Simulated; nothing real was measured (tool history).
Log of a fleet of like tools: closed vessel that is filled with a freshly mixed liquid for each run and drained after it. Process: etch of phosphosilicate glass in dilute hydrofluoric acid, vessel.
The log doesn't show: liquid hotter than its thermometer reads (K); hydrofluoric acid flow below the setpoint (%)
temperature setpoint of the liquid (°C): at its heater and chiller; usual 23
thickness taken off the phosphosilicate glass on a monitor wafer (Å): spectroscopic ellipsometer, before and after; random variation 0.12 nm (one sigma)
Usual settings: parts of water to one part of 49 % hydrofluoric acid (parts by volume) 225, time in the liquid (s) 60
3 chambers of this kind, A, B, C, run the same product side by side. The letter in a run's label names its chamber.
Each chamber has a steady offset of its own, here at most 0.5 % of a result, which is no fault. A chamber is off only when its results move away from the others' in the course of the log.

| run | hour | temperature setpoint of the liquid (°C) | parts of water to one part of 49 % hydrofluoric acid (parts by volume) | time in the liquid (s) | hours since the thermometer was replaced | hours since the hydrofluoric acid flow meter was replaced | read-back film thickness of the phosphosilicate glass reference wafer, read on the same gauge (nm) | thickness taken off the phosphosilicate glass on a monitor wafer (Å) |
|---|---|---|---|---|---|---|---|---|
| 1C | 4.8 | 23 | 225 | 60 | 2439.8 | 1045.3 | 60.007 | 145.650 |
| 2A | 11.9 | 23 | 225 | 60 | 277.0 | 385.5 | 59.999 | 148.060 |
| 3B | 17.2 | 23 | 225 | 60 | 389.9 | 811.5 | 59.986 | 148.580 |
| 4C | 25.2 | 23 | 225 | 60 | 2460.2 | 1065.7 | 60.000 | 145.300 |
| 5A | 32.2 | 23 | 225 | 60 | 297.3 | 405.8 | 59.992 | 143.600 |
| 6B | 38.0 | 23 | 225 | 60 | 410.7 | 832.3 | 60.004 | 147.020 |
| 7A | 46.7 | 25 | 225 | 60 | 311.8 | 420.3 | 60.017 | 157.190 |
| 8B | 51.3 | 25 | 225 | 60 | 424.0 | 845.6 | 59.993 | 158.910 |
| 9C | 59.8 | 25 | 225 | 60 | 2494.8 | 1100.3 | 59.997 | 154.670 |
| 10B | 68.1 | 23 | 225 | 60 | 440.8 | 862.4 | 59.981 | 148.760 |
| 11C | 75.4 | 23 | 225 | 60 | 2510.4 | 1115.9 | 60.008 | 145.990 |
| 12A | 82.9 | 23 | 225 | 60 | 348.0 | 456.5 | 59.998 | 143.730 |
| 13B | 91.8 | 23 | 225 | 60 | 464.5 | 886.1 | 60.006 | 147.810 |
| 14C | 99.3 | 23 | 225 | 60 | 2534.3 | 1139.8 | 60.002 | 144.190 |
| 15A | 107.9 | 23 | 225 | 30 | 373.0 | 481.5 | 59.996 | 72.325 |
| 16B | 114.7 | 23 | 225 | 30 | 487.4 | 909.0 | 59.994 | 74.689 |
| 17A | 122.1 | 23 | 225 | 30 | 387.2 | 495.7 | 60.006 | 71.941 |
|  | 126.3 | chamber C: thermometer replaced |
| 18C | 130.1 | 23 | 225 | 60 | 3.8 | 1170.6 | 59.996 | 146.520 |
| 19B | 138.3 | 23 | 225 | 60 | 511.0 | 932.6 | 60.001 | 146.580 |
| 20A | 143.0 | 23 | 225 | 60 | 408.1 | 516.6 | 59.994 | 142.060 |
| 21C | 148.8 | 23 | 225 | 60 | 22.5 | 1189.3 | 60.000 | 145.550 |
| 22B | 157.5 | 23 | 225 | 60 | 530.2 | 951.8 | 59.995 | 147.160 |
| 23A | 166.6 | 23 | 225 | 60 | 431.7 | 540.2 | 60.001 | 142.250 |
| 24C | 171.5 | 23 | 225 | 60 | 45.2 | 1212.0 | 59.996 | 144.420 |
| 25B | 179.0 | 23 | 225 | 60 | 551.7 | 973.3 | 60.009 | 146.340 |
| 26C | 187.1 | 23 | 225 | 60 | 60.8 | 1227.6 | 60.004 | 145.850 |
|  | 193.3 | chamber C: hydrofluoric acid flow meter replaced |
| 27A | 193.3 | 23 | 225 | 60 | 458.4 | 566.9 | 60.000 | 139.780 |
| 28C | 197.6 | 23 | 225 | 60 | 71.3 | 4.3 | 60.001 | 144.620 |
| 29B | 205.0 | 23 | 225 | 60 | 577.7 | 999.3 | 59.998 | 145.940 |
| 30A | 211.6 | 23 | 225 | 60 | 476.7 | 585.2 | 60.005 | 138.530 |
| 31A | 221.0 | 23 | 225 | 60 | 486.1 | 594.6 | 59.990 | 140.480 |
| 32C | 225.6 | 21 | 175 | 60 | 99.3 | 32.3 | 60.015 | 182.990 |

What goes on in this fleet: one chamber off, a drifting gauge, or nothing beyond the chambers' own small offsets? Name the chamber and the cause, if any.

Chamber A drifts away from the others.
Cause: hydrofluoric acid flow below the setpoint (%) = 4.16.
The log may not tell that from: liquid colder than its thermometer reads (K).

Here are 4 candidates for chamber A's next run, each the usual settings with a change, their results left as question marks. Which one brings its results back in line with what the others give on the usual settings?
In line means no further than this from the other chambers' mean on the usual settings: thickness taken off the phosphosilicate glass on a monitor wafer (Å) 4.100
| 33A-1 | 232.3 | 23 | 235 | 60 |  |  |  | ? |
| 33A-2 | 232.3 | 23 | 215 | 60 |  |  |  | ? |
| 33A-3 | 232.3 | 26 | 225 | 60 |  |  |  | ? |
| 33A-4 | 232.3 | 20 | 225 | 60 |  |  |  | ? |

The other chambers' mean on the usual settings: thickness taken off the phosphosilicate glass on a monitor wafer (Å) 147.070
| run | thickness taken off the phosphosilicate glass on a monitor wafer (Å) |
|---|---|
| 33A-1 | 132.640 |
| 33A-2 | 148.040 |
| 33A-3 | 155.740 |
| 33A-4 | 125.400 |
33A-2 brings the chamber back in line.
